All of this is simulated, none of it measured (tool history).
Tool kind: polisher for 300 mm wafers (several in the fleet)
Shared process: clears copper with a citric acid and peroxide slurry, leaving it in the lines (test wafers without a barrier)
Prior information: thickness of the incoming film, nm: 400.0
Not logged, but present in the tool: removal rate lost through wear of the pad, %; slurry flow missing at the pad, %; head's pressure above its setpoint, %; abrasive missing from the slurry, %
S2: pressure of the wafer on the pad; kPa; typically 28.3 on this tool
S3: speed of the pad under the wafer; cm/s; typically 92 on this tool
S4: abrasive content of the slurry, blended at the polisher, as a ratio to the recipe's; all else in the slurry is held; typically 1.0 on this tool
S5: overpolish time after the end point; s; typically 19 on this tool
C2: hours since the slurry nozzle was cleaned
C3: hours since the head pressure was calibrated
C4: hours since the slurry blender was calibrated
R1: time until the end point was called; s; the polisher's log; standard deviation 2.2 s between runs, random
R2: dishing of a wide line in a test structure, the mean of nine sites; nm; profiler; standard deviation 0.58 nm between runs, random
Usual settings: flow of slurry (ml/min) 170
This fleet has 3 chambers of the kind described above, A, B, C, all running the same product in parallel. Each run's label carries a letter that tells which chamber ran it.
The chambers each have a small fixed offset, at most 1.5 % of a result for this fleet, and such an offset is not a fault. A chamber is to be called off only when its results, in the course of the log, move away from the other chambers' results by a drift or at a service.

At hour 4.3: chamber B: slurry blender recalibrated.
Run 1B, hour 7.1: usual settings; wafers polished on this pad 167; C2 343.0; C3 783.3; C4 2.8. Result: R1 171.95 s, R2 31.324 nm.
Run 2C, hour 13.7: usual settings; wafers polished on this pad 1194; C2 403.4; C3 596.1; C4 219.5. Result: R1 172.10 s, R2 31.145 nm.
Run 3A, hour 20.8: usual settings; wafers polished on this pad 978; C2 214.4; C3 314.7; C4 58.7. Result: R1 171.37 s, R2 29.852 nm.
Run 4B, hour 24.9: usual settings; wafers polished on this pad 280; C2 360.8; C3 801.1; C4 20.6. Result: R1 169.78 s, R2 29.705 nm.
Run 5C, hour 30.8: usual settings; wafers polished on this pad 1302; C2 420.5; C3 613.2; C4 236.6. Result: R1 170.40 s, R2 31.057 nm.
Run 6A, hour 36.6: usual settings but flow of slurry (ml/min) 205, S5 9 s; wafers polished on this pad 1078; C2 230.2; C3 330.5; C4 74.5. Result: R1 164.08 s, R2 16.356 nm.
Run 7C, hour 43.2: usual settings but flow of slurry (ml/min) 205, S5 9 s; wafers polished on this pad 1380; C2 432.9; C3 625.6; C4 249.0. Result: R1 169.43 s, R2 16.238 nm.
At hour 43.6: chamber B: head pressure recalibrated.
At hour 49.9: chamber C: worn pad replaced by a new one.
Run 8B, hour 50.7: usual settings but flow of slurry (ml/min) 205, S5 9 s; wafers polished on this pad 443; C2 386.6; C3 7.1; C4 46.4. Result: R1 164.94 s, R2 15.738 nm.
Run 9A, hour 55.9: usual settings but flow of slurry (ml/min) 130, S5 13 s; wafers polished on this pad 1200; C2 249.5; C3 349.8; C4 93.8. Result: R1 178.09 s, R2 21.148 nm.
Run 10B, hour 60.8: usual settings but flow of slurry (ml/min) 130, S5 13 s; wafers polished on this pad 507; C2 396.7; C3 17.2; C4 56.5. Result: R1 182.24 s, R2 20.680 nm.
Run 11C, hour 68.2: usual settings but flow of slurry (ml/min) 130, S5 13 s; wafers polished on this pad 116; C2 457.9; C3 650.6; C4 274.0. Result: R1 179.17 s, R2 20.451 nm.
At hour 68.9: chamber C: slurry nozzle cleaned.
Run 12A, hour 72.2: usual settings; wafers polished on this pad 1303; C2 265.8; C3 366.1; C4 110.1. Result: R1 172.96 s, R2 30.155 nm.
At hour 76.9: chamber A: slurry blender recalibrated.
Run 13B, hour 77.4: usual settings; wafers polished on this pad 612; C2 413.3; C3 33.8; C4 73.1. Result: R1 171.77 s, R2 30.062 nm.
Run 14A, hour 84.7: usual settings; wafers polished on this pad 1382; C2 278.3; C3 378.6; C4 7.9. Result: R1 171.38 s, R2 30.354 nm.
Run 15C, hour 88.0: usual settings; wafers polished on this pad 241; C2 19.2; C3 670.4; C4 293.8. Result: R1 172.95 s, R2 30.815 nm.
Run 16C, hour 92.7: usual settings; wafers polished on this pad 271; C2 23.9; C3 675.1; C4 298.5. Result: R1 165.94 s, R2 31.872 nm.
Run 17A, hour 98.9: usual settings but S5 16 s; wafers polished on this pad 1472; C2 292.5; C3 392.8; C4 22.1. Result: R1 182.04 s, R2 25.935 nm.
Run 18B, hour 104.0: usual settings but S5 16 s; wafers polished on this pad 780; C2 439.9; C3 60.4; C4 99.7. Result: R1 171.22 s, R2 25.908 nm.
Run 19C, hour 108.6: usual settings but S5 16 s; wafers polished on this pad 371; C2 39.8; C3 691.0; C4 314.4. Result: R1 168.46 s, R2 27.238 nm.
At hour 108.7: chamber A: slurry nozzle cleaned.
Run 20B, hour 115.5: usual settings but S3 62 cm/s; wafers polished on this pad 852; C2 451.4; C3 71.9; C4 111.2. Result: R1 250.25 s, R2 22.443 nm.
At hour 122.2: chamber C: slurry blender recalibrated.
Run 21A, hour 122.9: usual settings but S3 62 cm/s; wafers polished on this pad 1624; C2 14.2; C3 416.8; C4 46.1. Result: R1 265.47 s, R2 21.147 nm.
Run 22C, hour 127.8: usual settings but S3 62 cm/s; wafers polished on this pad 493; C2 59.0; C3 710.2; C4 5.6. Result: R1 241.91 s, R2 21.996 nm.
At hour 132.1: chamber B: slurry blender recalibrated.
Run 23B, hour 133.6: usual settings; wafers polished on this pad 967; C2 469.5; C3 90.0; C4 1.5. Result: R1 176.01 s, R2 31.236 nm.
Run 24A, hour 137.1: usual settings; wafers polished on this pad 1714; C2 28.4; C3 431.0; C4 60.3. Result: R1 181.18 s, R2 29.119 nm.
Run 25B, hour 141.8: usual settings; wafers polished on this pad 1019; C2 477.7; C3 98.2; C4 9.7. Result: R1 173.18 s, R2 30.298 nm.
Run 26C, hour 148.7: usual settings; wafers polished on this pad 625; C2 79.9; C3 731.1; C4 26.5. Result: R1 166.42 s, R2 31.220 nm.
Run 27A, hour 153.0: usual settings; wafers polished on this pad 1814; C2 44.3; C3 446.9; C4 76.2. Result: R1 185.71 s, R2 29.139 nm.
At hour 158.3: chamber B: worn pad replaced by a new one.
Run 28C, hour 158.5: usual settings; wafers polished on this pad 687; C2 89.7; C3 740.9; C4 36.3. Result: R1 173.33 s, R2 31.177 nm.
Run 29A, hour 163.4: usual settings; wafers polished on this pad 1880; C2 54.7; C3 457.3; C4 86.6. Result: R1 186.60 s, R2 27.694 nm.
Run 30B, hour 170.6: usual settings but S4 1.3; wafers polished on this pad 78; C2 506.5; C3 127.0; C4 38.5. Result: R1 163.92 s, R2 32.251 nm.

Next, every chamber runs the same settings. What will each give?
Run 31A, hour 176.0: usual settings but S5 8 s. Result: R1 ?, R2 ?.
Run 31B, hour 176.0: usual settings but S5 8 s. Result: R1 ?, R2 ?.
Run 31C, hour 176.0: usual settings but S5 8 s. Result: R1 ?, R2 ?.

run      R1      R2
31A  194.74  12.763
31B  172.17  14.303
31C  169.16  14.589

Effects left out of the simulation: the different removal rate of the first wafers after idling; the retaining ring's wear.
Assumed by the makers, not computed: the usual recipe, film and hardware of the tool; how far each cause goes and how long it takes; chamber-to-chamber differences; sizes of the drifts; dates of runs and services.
